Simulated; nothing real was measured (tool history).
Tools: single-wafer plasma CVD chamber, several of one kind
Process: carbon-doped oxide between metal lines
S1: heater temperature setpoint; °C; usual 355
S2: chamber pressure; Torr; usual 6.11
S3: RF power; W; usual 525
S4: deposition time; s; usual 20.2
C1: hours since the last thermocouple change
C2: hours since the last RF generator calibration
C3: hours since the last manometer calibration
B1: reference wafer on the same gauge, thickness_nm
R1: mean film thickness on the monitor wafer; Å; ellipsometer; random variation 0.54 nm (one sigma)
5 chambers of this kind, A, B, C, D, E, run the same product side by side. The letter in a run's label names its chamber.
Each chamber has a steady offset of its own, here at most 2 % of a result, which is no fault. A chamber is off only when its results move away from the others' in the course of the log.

{"run": "1B", "hour": 5.6, "S1": 355, "S2": 6.11, "S3": 525, "S4": 20.2, "C1": 388, "C2": 489.9, "C3": 1085.9, "B1": 103.09, "R1": 1087.6}
{"run": "2C", "hour": 10.8, "S1": 355, "S2": 6.11, "S3": 525, "S4": 20.2, "C1": 616.4, "C2": 880.1, "C3": 1159.7, "B1": 103, "R1": 1078.5}
{"run": "3E", "hour": 15.7, "S1": 355, "S2": 6.11, "S3": 525, "S4": 20.2, "C1": 1585.4, "C2": 693.7, "C3": 1303, "B1": 103.02, "R1": 1066.8}
{"run": "4A", "hour": 23.2, "S1": 355, "S2": 6.11, "S3": 525, "S4": 20.2, "C1": 713.8, "C2": 297.5, "C3": 86.9, "B1": 103.03, "R1": 1085.9}
{"run": "5D", "hour": 29.7, "S1": 355, "S2": 6.11, "S3": 525, "S4": 20.2, "C1": 1296.8, "C2": 1625.8, "C3": 1085.9, "B1": 102.94, "R1": 1084.7}
{"run": "6A", "hour": 35.6, "S1": 355, "S2": 6.11, "S3": 525, "S4": 20.2, "C1": 726.2, "C2": 309.9, "C3": 99.3, "B1": 103.08, "R1": 1068.2}
{"run": "7E", "hour": 42.2, "S1": 355, "S2": 6.11, "S3": 525, "S4": 20.2, "C1": 1611.9, "C2": 720.2, "C3": 1329.5, "B1": 102.91, "R1": 1053.7}
{"run": "8D", "hour": 47.4, "S1": 355, "S2": 6.11, "S3": 525, "S4": 20.2, "C1": 1314.5, "C2": 1643.5, "C3": 1103.6, "B1": 102.94, "R1": 1071.4}
{"run": "9B", "hour": 53.3, "S1": 355, "S2": 6.11, "S3": 525, "S4": 20.2, "C1": 435.7, "C2": 537.6, "C3": 1133.6, "B1": 102.99, "R1": 1081.6}
{"run": "10C", "hour": 60.4, "S1": 355, "S2": 6.11, "S3": 585, "S4": 21.8, "C1": 666, "C2": 929.7, "C3": 1209.3, "B1": 102.97, "R1": 1255.2}
{"run": "11E", "hour": 68.7, "S1": 355, "S2": 6.11, "S3": 585, "S4": 21.8, "C1": 1638.4, "C2": 746.7, "C3": 1356, "B1": 103.08, "R1": 1217}
{"run": "12A", "hour": 76.3, "S1": 355, "S2": 6.11, "S3": 585, "S4": 21.8, "C1": 766.9, "C2": 350.6, "C3": 140, "B1": 102.92, "R1": 1256.3}
{"run": "13C", "hour": 83.3, "S1": 355, "S2": 6.11, "S3": 585, "S4": 21.8, "C1": 688.9, "C2": 952.6, "C3": 1232.2, "B1": 103.02, "R1": 1243.9}
{"run": "14B", "hour": 88.0, "S1": 355, "S2": 6.11, "S3": 585, "S4": 21.8, "C1": 470.4, "C2": 572.3, "C3": 1168.3, "B1": 103, "R1": 1254}
{"run": "15D", "hour": 91.7, "S1": 355, "S2": 6.11, "S3": 525, "S4": 20.2, "C1": 1358.8, "C2": 1687.8, "C3": 1147.9, "B1": 102.9, "R1": 1082.9}
{"run": "16D", "hour": 99.2, "S1": 355, "S2": 6.11, "S3": 525, "S4": 20.2, "C1": 1366.3, "C2": 1695.3, "C3": 1155.4, "B1": 103.1, "R1": 1077.3}
{"hour": 99.4, "done": "chamber D: RF generator calibrated"}
{"run": "17A", "hour": 103.7, "S1": 355, "S2": 6.11, "S3": 525, "S4": 20.2, "C1": 794.3, "C2": 378, "C3": 167.4, "B1": 102.94, "R1": 1083.7}
{"run": "18B", "hour": 110.8, "S1": 355, "S2": 6.11, "S3": 525, "S4": 20.2, "C1": 493.2, "C2": 595.1, "C3": 1191.1, "B1": 103.08, "R1": 1087.7}
{"run": "19E", "hour": 118.0, "S1": 355, "S2": 5.52, "S3": 525, "S4": 20.2, "C1": 1687.7, "C2": 796, "C3": 1405.3, "B1": 103.06, "R1": 1048.1}
{"run": "20C", "hour": 122.1, "S1": 355, "S2": 5.52, "S3": 525, "S4": 20.2, "C1": 727.7, "C2": 991.4, "C3": 1271, "B1": 102.93, "R1": 1062.4}
{"run": "21E", "hour": 126.2, "S1": 355, "S2": 5.52, "S3": 525, "S4": 20.2, "C1": 1695.9, "C2": 804.2, "C3": 1413.5, "B1": 103.01, "R1": 1057.2}
{"run": "22C", "hour": 132.8, "S1": 355, "S2": 5.52, "S3": 525, "S4": 20.2, "C1": 738.4, "C2": 1002.1, "C3": 1281.7, "B1": 102.98, "R1": 1072.9}
{"run": "23A", "hour": 139.2, "S1": 355, "S2": 5.52, "S3": 525, "S4": 20.2, "C1": 829.8, "C2": 413.5, "C3": 202.9, "B1": 102.95, "R1": 1061.4}
{"run": "24D", "hour": 143.5, "S1": 355, "S2": 6.11, "S3": 525, "S4": 20.2, "C1": 1410.6, "C2": 44.1, "C3": 1199.7, "B1": 102.99, "R1": 1077.5}
{"run": "25B", "hour": 149.8, "S1": 355, "S2": 6.11, "S3": 525, "S4": 20.2, "C1": 532.2, "C2": 634.1, "C3": 1230.1, "B1": 102.93, "R1": 1086.7}
{"run": "26A", "hour": 155.3, "S1": 355, "S2": 6.11, "S3": 525, "S4": 20.2, "C1": 845.9, "C2": 429.6, "C3": 219, "B1": 102.89, "R1": 1082.9}
{"hour": 157.5, "done": "chamber B: capacitance manometer re-zeroed and calibrated"}
{"run": "27E", "hour": 160.1, "S1": 355, "S2": 6.11, "S3": 525, "S4": 20.2, "C1": 1729.8, "C2": 838.1, "C3": 1447.4, "B1": 103.1, "R1": 1065.2}
{"run": "28B", "hour": 166.8, "S1": 355, "S2": 6.11, "S3": 525, "S4": 20.2, "C1": 549.2, "C2": 651.1, "C3": 9.3, "B1": 103.04, "R1": 1084.9}
{"run": "29C", "hour": 170.9, "S1": 355, "S2": 6.11, "S3": 525, "S4": 20.2, "C1": 776.5, "C2": 1040.2, "C3": 1319.8, "B1": 102.9, "R1": 1069.1}
{"run": "30D", "hour": 175.6, "S1": 355, "S2": 6.11, "S3": 525, "S4": 20.2, "C1": 1442.7, "C2": 76.2, "C3": 1231.8, "B1": 102.94, "R1": 1073}
{"run": "31A", "hour": 179.3, "S1": 355, "S2": 6.11, "S3": 525, "S4": 20.2, "C1": 869.9, "C2": 453.6, "C3": 243, "B1": 102.99, "R1": 1084}
{"run": "32B", "hour": 183.6, "S1": 355, "S2": 6.11, "S3": 525, "S4": 20.2, "C1": 566, "C2": 667.9, "C3": 26.1, "B1": 103.03, "R1": 1086}
{"run": "33C", "hour": 188.8, "S1": 355, "S2": 6.11, "S3": 525, "S4": 20.2, "C1": 794.4, "C2": 1058.1, "C3": 1337.7, "B1": 103.03, "R1": 1076.3}
{"run": "34D", "hour": 193.7, "S1": 355, "S2": 6.57, "S3": 525, "S4": 23.1, "C1": 1460.8, "C2": 94.3, "C3": 1249.9, "B1": 103, "R1": 1239.5}
{"run": "35E", "hour": 198.7, "S1": 355, "S2": 6.57, "S3": 525, "S4": 23.1, "C1": 1768.4, "C2": 876.7, "C3": 1486, "B1": 103.02, "R1": 1232}
{"run": "36D", "hour": 203.7, "S1": 355, "S2": 6.57, "S3": 525, "S4": 23.1, "C1": 1470.8, "C2": 104.3, "C3": 1259.9, "B1": 102.9, "R1": 1257.1}
{"run": "37A", "hour": 210.3, "S1": 355, "S2": 6.57, "S3": 525, "S4": 23.1, "C1": 900.9, "C2": 484.6, "C3": 274, "B1": 103, "R1": 1243.5}
{"run": "38B", "hour": 214.2, "S1": 355, "S2": 6.57, "S3": 525, "S4": 23.1, "C1": 596.6, "C2": 698.5, "C3": 56.7, "B1": 102.97, "R1": 1261.6}

What goes on in this fleet: one chamber off, a drifting gauge, or nothing beyond the chambers' own small offsets? Name the chamber and the cause, if any.

No chamber stands off beyond its own small offset, and the gauge holds steady.
